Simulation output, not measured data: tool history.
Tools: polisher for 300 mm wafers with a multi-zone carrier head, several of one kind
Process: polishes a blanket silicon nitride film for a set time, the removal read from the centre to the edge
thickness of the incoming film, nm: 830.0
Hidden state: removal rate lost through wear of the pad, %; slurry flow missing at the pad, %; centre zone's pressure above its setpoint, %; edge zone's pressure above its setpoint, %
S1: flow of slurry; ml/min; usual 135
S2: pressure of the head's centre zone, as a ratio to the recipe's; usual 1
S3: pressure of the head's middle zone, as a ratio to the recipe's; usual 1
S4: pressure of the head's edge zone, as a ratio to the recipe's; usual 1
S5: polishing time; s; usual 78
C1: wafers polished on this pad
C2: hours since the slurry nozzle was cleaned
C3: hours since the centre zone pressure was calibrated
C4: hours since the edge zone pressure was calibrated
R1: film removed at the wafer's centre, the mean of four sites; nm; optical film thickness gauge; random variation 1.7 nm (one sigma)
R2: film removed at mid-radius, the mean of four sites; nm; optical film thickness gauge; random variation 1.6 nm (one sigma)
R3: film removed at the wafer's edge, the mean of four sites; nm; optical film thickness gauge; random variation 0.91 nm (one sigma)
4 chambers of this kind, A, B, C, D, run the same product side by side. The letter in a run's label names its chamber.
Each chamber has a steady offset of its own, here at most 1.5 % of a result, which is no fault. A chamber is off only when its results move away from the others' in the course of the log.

run,hour,S1,S2,S3,S4,S5,C1,C2,C3,C4,R1,R2,R3
# hour 0.2: chamber C: worn pad replaced by a new one
1C,10.9,135,1,1,1,78,150,114.8,598.3,415.6,124.79,124.38,127.07
2A,20.5,135,1,1,1,78,1108,362.7,397.6,669.7,124.44,123.53,125.45
# hour 21.3: chamber D: slurry nozzle cleaned
3D,28.2,135,1,1,1,78,517,6.9,569.8,422,126.55,126.53,124.34
4B,37.6,135,1,1,1,78,794,475.5,766.1,308.7,123.68,124.04,125.48
5B,48.2,135,1,1.08,1,78,942,486.1,776.7,319.3,122.52,133.74,122.89
# hour 48.8: chamber B: worn pad replaced by a new one
6D,55.3,135,1,1.08,1,78,896,34,596.9,449.1,128.35,135.2,125.33
# hour 69.1: chamber D: worn pad replaced by a new one
7A,70.3,135,1,1.08,1,78,1804,412.5,447.4,719.5,123.47,134.15,125.39
# hour 78.4: chamber C: worn pad replaced by a new one
8C,81.7,135,1,1.08,1,78,47,185.6,669.1,486.4,123.97,132.18,127.02
9C,89.3,180,1.12,1,1,78,153,193.2,676.7,494,152.07,133.85,130.04
10B,103.6,180,1.12,1,1,78,766,541.5,832.1,374.7,146.55,133.23,129.51
# hour 108.5: chamber A: edge zone pressure recalibrated
11A,116.3,180,1.12,1,1,78,2446,458.5,493.4,7.9,145.4,132.22,128.31
# hour 116.6: chamber B: worn pad replaced by a new one
# hour 123.9: chamber B: slurry nozzle cleaned
12D,128.6,180,1.12,1,1,78,832,107.3,670.2,522.4,148.75,132.14,128.3
13A,140.6,135,1,1,1,78,2786,482.8,517.7,32.2,123.34,126,125.76
# hour 147.6: chamber D: worn pad replaced by a new one
14B,148.3,135,1,1,1,78,444,24.4,876.8,419.4,123.16,125.69,125.34
# hour 160.1: chamber C: worn pad replaced by a new one
# hour 162.1: chamber D: centre zone pressure recalibrated
15D,162.2,135,1,1,1,78,204,140.9,0.1,556,121.8,126.7,124.16
16C,177.8,135,1,1,1,78,248,281.7,765.2,582.5,124.76,122.26,125.63
17C,185.2,135,1,1,1,78,351,289.1,772.6,589.9,125.61,124.99,126.25
# hour 192.8: chamber B: worn pad replaced by a new one
18A,192.8,165,1,0.91,1,78,3515,535,569.9,84.4,131.14,119.68,127.4
19D,202.5,165,1,0.91,1,78,767,181.2,40.4,596.3,130.97,119.25,129.2
# hour 207: chamber A: slurry nozzle cleaned
20B,216.5,165,1,0.91,1,78,331,92.6,945,487.6,131.12,116.72,128.33
# hour 221.5: chamber D: worn pad replaced by a new one
21C,224.1,165,1,0.91,1,78,895,328,811.5,628.8,131.33,118.41,129.74
# hour 231.4: chamber C: worn pad replaced by a new one
22B,236,135,1,1,1,78,604,112.1,964.5,507.1,125.88,127.64,123.86
23A,249.6,135,1,1,1,78,4308,42.6,626.7,141.2,122.19,120.17,120.54
24D,258.2,135,1,1,1,78,513,236.9,96.1,652,124.22,124.77,122.89
25D,274.2,135,1,1,1,78,737,252.9,112.1,668,124.52,126.31,123.5
# hour 276.4: chamber B: worn pad replaced by a new one
26B,281.7,135,1,1,1,78,74,157.8,1010.2,552.8,124.71,125.37,123.42
27A,293.4,135,0.95,1,1,65,4920,86.4,670.5,185,93.85,99.133,99.8
28C,301.7,135,0.95,1,1,65,983,405.6,889.1,706.4,98.746,104.33,106.08
# hour 305.2: chamber D: worn pad replaced by a new one
# hour 307: chamber C: worn pad replaced by a new one
29B,310.7,135,0.95,1,1,65,479,186.8,1039.2,581.8,96.555,106.62,104.14
30A,320.6,135,0.95,1,1,65,5300,113.6,697.7,212.2,91.941,97.44,98.284
# hour 323.6: chamber D: slurry nozzle cleaned
31C,332.2,135,1,1,1,78,352,436.1,919.6,736.9,123.97,125.7,126.9
32D,343.6,135,1,1,1,78,536,20,181.5,737.4,124.03,125.42,124.2
33C,350.7,135,1,1,1,78,610,454.6,938.1,755.4,123.74,126.41,126.31
# hour 355.7: chamber B: worn pad replaced by a new one
34A,358.6,100,1,1,1,78,5831,151.6,735.7,250.2,107.43,109.35,110.39
35D,371.1,100,1,1,1,78,920,47.5,209,764.9,116.75,117.32,119.5
# hour 385.7: chamber C: worn pad replaced by a new one
36B,387,100,1,1,1,78,437,263.1,1115.5,658.1,113.01,115.32,117.07
37C,396.5,100,1,1,1,78,151,500.4,983.9,801.2,114.58,117.22,119.59

What goes on in this fleet: one chamber off, a drifting gauge, or nothing beyond the chambers' own small offsets? Name the chamber and the cause, if any.

Chamber A drifts away from the others.
Cause: removal rate lost through wear of the pad, % = 8.56.

Here are 4 candidates for chamber A's next run, each the usual settings with a change, their results left as question marks. Which one brings its results back in line with what the others give on the usual settings?
In line means no further than this from the other chambers' mean on the usual settings: R1 6 nm; R2 5.5 nm; R3 3.2 nm
38A-1,408.2,135,1,1,1.01,85,,,,,?,?,?
38A-2,408.2,135,1,1,0.99,71,,,,,?,?,?
38A-3,408.2,135,1,1,1,76,,,,,?,?,?
38A-4,408.2,135,1,1,1,80,,,,,?,?,?

The other chambers' mean on the usual settings: R1 124.15 nm; R2 125.3 nm; R3 125.1 nm
run,R1,R2,R3
38A-1,125.37,124.76,124.98
38A-2,104.72,104.21,103.32
38A-3,112.1,111.55,111.17
38A-4,118,117.42,117.02
38A-1 brings the chamber back in line.
